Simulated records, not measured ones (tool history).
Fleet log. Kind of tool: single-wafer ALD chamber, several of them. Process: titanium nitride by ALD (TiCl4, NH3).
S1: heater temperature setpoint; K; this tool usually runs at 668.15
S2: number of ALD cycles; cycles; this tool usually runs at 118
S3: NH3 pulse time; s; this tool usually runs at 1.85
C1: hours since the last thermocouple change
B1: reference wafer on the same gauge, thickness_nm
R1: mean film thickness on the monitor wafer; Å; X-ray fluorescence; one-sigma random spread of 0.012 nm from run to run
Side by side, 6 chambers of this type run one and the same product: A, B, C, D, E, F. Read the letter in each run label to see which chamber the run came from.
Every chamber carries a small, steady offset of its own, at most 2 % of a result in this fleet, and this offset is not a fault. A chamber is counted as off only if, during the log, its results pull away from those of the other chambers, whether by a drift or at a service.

Run 1C, hour 10.1: usual settings; C1 1245.9; B1 3.0494. Result: R1 26.372 Å.
At hour 12.7: chamber E: thermocouple changed; heater temperature recalibrated.
Run 2F, hour 15.7: usual settings; C1 394.5; B1 3.0555. Result: R1 25.700 Å.
Run 3D, hour 26.0: usual settings; C1 1864.2; B1 3.0485. Result: R1 25.919 Å.
Run 4B, hour 31.4: usual settings; C1 2182.8; B1 3.0469. Result: R1 25.796 Å.
Run 5A, hour 40.0: usual settings; C1 2011.6; B1 3.0501. Result: R1 25.785 Å.
Run 6E, hour 45.7: usual settings; C1 33.1; B1 3.0470. Result: R1 25.458 Å.
Run 7C, hour 52.4: usual settings; C1 1288.2; B1 3.0512. Result: R1 26.128 Å.
Run 8F, hour 58.2: usual settings; C1 437.0; B1 3.0524. Result: R1 25.804 Å.
Run 9D, hour 66.9: usual settings; C1 1905.1; B1 3.0511. Result: R1 25.718 Å.
Run 10A, hour 73.3: usual settings; C1 2044.9; B1 3.0493. Result: R1 25.795 Å.
Run 11E, hour 81.0: usual settings; C1 68.4; B1 3.0492. Result: R1 25.257 Å.
Run 12B, hour 86.6: usual settings; C1 2238.0; B1 3.0479. Result: R1 25.783 Å.
Run 13D, hour 93.5: usual settings; C1 1931.7; B1 3.0491. Result: R1 25.797 Å.
Run 14E, hour 101.4: usual settings; C1 88.8; B1 3.0508. Result: R1 25.399 Å.
Run 15B, hour 110.1: usual settings; C1 2261.5; B1 3.0483. Result: R1 25.923 Å.
Run 16F, hour 115.2: usual settings; C1 494.0; B1 3.0452. Result: R1 25.745 Å.
Run 17C, hour 124.7: usual settings; C1 1360.5; B1 3.0494. Result: R1 26.257 Å.
Run 18A, hour 131.1: usual settings; C1 2102.7; B1 3.0542. Result: R1 25.769 Å.
Run 19B, hour 141.2: usual settings but S1 654.15 K; C1 2292.6; B1 3.0515. Result: R1 25.624 Å.
Run 20C, hour 147.1: usual settings but S1 654.15 K; C1 1382.9; B1 3.0497. Result: R1 25.850 Å.
Run 21A, hour 157.4: usual settings but S1 654.15 K; C1 2129.0; B1 3.0479. Result: R1 25.720 Å.
Run 22D, hour 165.4: usual settings but S1 654.15 K; C1 2003.6; B1 3.0479. Result: R1 25.690 Å.
At hour 171.3: chamber B: thermocouple changed; heater temperature recalibrated.
Run 23F, hour 171.8: usual settings but S1 654.15 K; C1 550.6; B1 3.0503. Result: R1 25.614 Å.
At hour 180.7: chamber D: thermocouple changed; heater temperature recalibrated.
Run 24E, hour 181.5: usual settings but S1 654.15 K; C1 168.9; B1 3.0482. Result: R1 24.975 Å.
Run 25D, hour 191.2: usual settings; C1 10.5; B1 3.0534. Result: R1 25.976 Å.
Run 26F, hour 200.1: usual settings; C1 578.9; B1 3.0488. Result: R1 25.957 Å.
Run 27B, hour 209.4: usual settings; C1 38.2; B1 3.0524. Result: R1 26.206 Å.
Run 28A, hour 219.9: usual settings; C1 2191.5; B1 3.0511. Result: R1 25.894 Å.
Run 29E, hour 225.5: usual settings; C1 212.9; B1 3.0488. Result: R1 25.384 Å.
Run 30C, hour 234.0: usual settings; C1 1469.8; B1 3.0536. Result: R1 26.415 Å.
Run 31F, hour 240.2: usual settings; C1 619.0; B1 3.0495. Result: R1 25.861 Å.
Run 32E, hour 247.1: usual settings; C1 234.5; B1 3.0500. Result: R1 25.355 Å.
Run 33B, hour 255.6: usual settings; C1 84.4; B1 3.0496. Result: R1 25.980 Å.
Run 34D, hour 262.0: usual settings; C1 81.3; B1 3.0525. Result: R1 25.793 Å.
Run 35C, hour 268.7: usual settings; C1 1504.5; B1 3.0514. Result: R1 26.031 Å.
Run 36A, hour 276.5: usual settings; C1 2248.1; B1 3.0485. Result: R1 26.023 Å.
Run 37B, hour 284.2: usual settings; C1 113.0; B1 3.0518. Result: R1 25.794 Å.
Run 38D, hour 291.5: usual settings; C1 110.8; B1 3.0482. Result: R1 25.808 Å.
Run 39E, hour 301.1: usual settings but S1 679.15 K; C1 288.5; B1 3.0489. Result: R1 25.677 Å.
Run 40C, hour 308.2: usual settings but S1 679.15 K; C1 1544.0; B1 3.0520. Result: R1 26.583 Å.
Run 41F, hour 313.6: usual settings but S1 679.15 K; C1 692.4; B1 3.0518. Result: R1 25.747 Å.

Each of the 6 chambers runs these same settings next. Fill in every chamber's results:
Run 42A, hour 321.2: usual settings. Result: R1 ?.
Run 42B, hour 321.2: usual settings. Result: R1 ?.
Run 42C, hour 321.2: usual settings. Result: R1 ?.
Run 42D, hour 321.2: usual settings. Result: R1 ?.
Run 42E, hour 321.2: usual settings. Result: R1 ?.
Run 42F, hour 321.2: usual settings. Result: R1 ?.

run      R1
42A  25.881
42B  25.984
42C  26.237
42D  25.947
42E  25.367
42F  26.001
